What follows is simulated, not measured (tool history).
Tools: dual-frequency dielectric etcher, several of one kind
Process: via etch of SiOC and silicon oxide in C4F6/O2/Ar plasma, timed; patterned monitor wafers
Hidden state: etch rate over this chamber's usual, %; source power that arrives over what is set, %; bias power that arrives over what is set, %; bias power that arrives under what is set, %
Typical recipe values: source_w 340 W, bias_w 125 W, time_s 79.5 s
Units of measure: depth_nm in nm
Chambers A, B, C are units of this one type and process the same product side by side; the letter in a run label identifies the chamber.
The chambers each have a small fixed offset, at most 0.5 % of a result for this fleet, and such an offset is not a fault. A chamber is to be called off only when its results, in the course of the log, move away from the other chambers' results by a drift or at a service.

run	hour	source_w	bias_w	time_s	hours since the last wet clean	hours since the last source power generator calibration	hours since the last bias power generator calibration	read-back reference wafer on the same gauge, depth_nm	depth_nm
1A	4.4	340	125	79.5	579.2	1664.6	522.6	78.965	75.510
2C	6.7	340	125	79.5	298.2	179.3	3053.8	78.879	74.827
3B	10.8	340	125	79.5	35.3	890.1	1984.3	78.957	75.123
4A	13.2	340	125	79.5	588.0	1673.4	531.4	78.907	75.416
5C	17.1	340	125	79.5	308.6	189.7	3064.2	78.894	74.821
6B	20.6	340	125	79.5	45.1	899.9	1994.1	78.930	74.869
7C	23.8	340	125	79.5	315.3	196.4	3070.9	78.917	74.254
8A	27.4	340	125	79.5	602.2	1687.6	545.6	78.902	75.633
# hour 30.3: chamber A: wet clean of the chamber
9B	31.1	340	125	79.5	55.6	910.4	2004.6	78.882	74.553
10A	33.4	340	125	79.5	3.2	1693.6	551.6	78.879	75.768
11C	37.4	340	125	79.5	328.9	210.0	3084.5	78.889	74.810
12B	42.1	340	125	79.5	66.6	921.4	2015.6	78.934	75.149
13C	46.6	340	125	79.5	338.1	219.2	3093.7	78.930	74.346
14A	51.1	340	125	79.5	20.9	1711.3	569.3	78.963	74.990
15B	55.9	340	125	79.5	80.4	935.2	2029.4	78.852	75.064
16C	58.8	380	125	79.5	350.3	231.4	3105.9	78.912	78.741
17B	61.6	380	125	79.5	86.1	940.9	2035.1	78.973	78.407
18A	65.2	380	125	79.5	35.0	1725.4	583.4	78.882	79.091
19C	68.2	340	125	79.5	359.7	240.8	3115.3	78.896	74.548
20B	70.5	340	125	79.5	95.0	949.8	2044.0	78.913	75.111
21A	74.0	340	125	79.5	43.8	1734.2	592.2	78.920	75.004
22B	78.4	340	125	94.0	102.9	957.7	2051.9	78.929	88.703
23A	83.0	340	125	94.0	52.8	1743.2	601.2	78.939	89.883
24C	87.2	340	125	94.0	378.7	259.8	3134.3	78.877	88.750
25A	90.0	340	125	79.5	59.8	1750.2	608.2	78.941	75.518
26B	93.3	340	125	79.5	117.8	972.6	2066.8	78.974	74.928
27C	97.1	340	125	79.5	388.6	269.7	3144.2	78.898	75.148
28B	101.8	340	125	79.5	126.3	981.1	2075.3	78.912	74.719
29A	105.3	290	125	79.5	75.1	1765.5	623.5	78.855	70.105
30C	108.0	290	125	79.5	399.5	280.6	3155.1	78.912	70.155
31A	111.2	290	125	79.5	81.0	1771.4	629.4	78.882	70.579
32C	114.0	340	125	79.5	405.5	286.6	3161.1	78.847	74.899
33B	116.6	300	125	79.5	141.1	995.9	2090.1	78.804	71.461
34C	121.4	300	125	79.5	412.9	294.0	3168.5	78.827	70.885
35B	124.5	300	125	79.5	149.0	1003.8	2098.0	78.903	71.550
36A	129.2	340	125	79.5	99.0	1789.4	647.4	78.872	74.837
37C	133.5	340	125	79.5	425.0	306.1	3180.6	78.838	74.949
38B	136.2	340	125	79.5	160.7	1015.5	2109.7	78.930	75.105
39A	141.3	340	125	79.5	111.1	1801.5	659.5	78.850	75.752
40B	146.4	340	125	79.5	170.9	1025.7	2119.9	78.849	74.991

All 3 chambers run these settings next. Forecast each chamber's results:
41A	150.1	340	125	79.5					?
41B	150.1	340	125	79.5					?
41C	150.1	340	125	79.5					?

run	depth_nm
41A	75.110
41B	75.035
41C	75.116
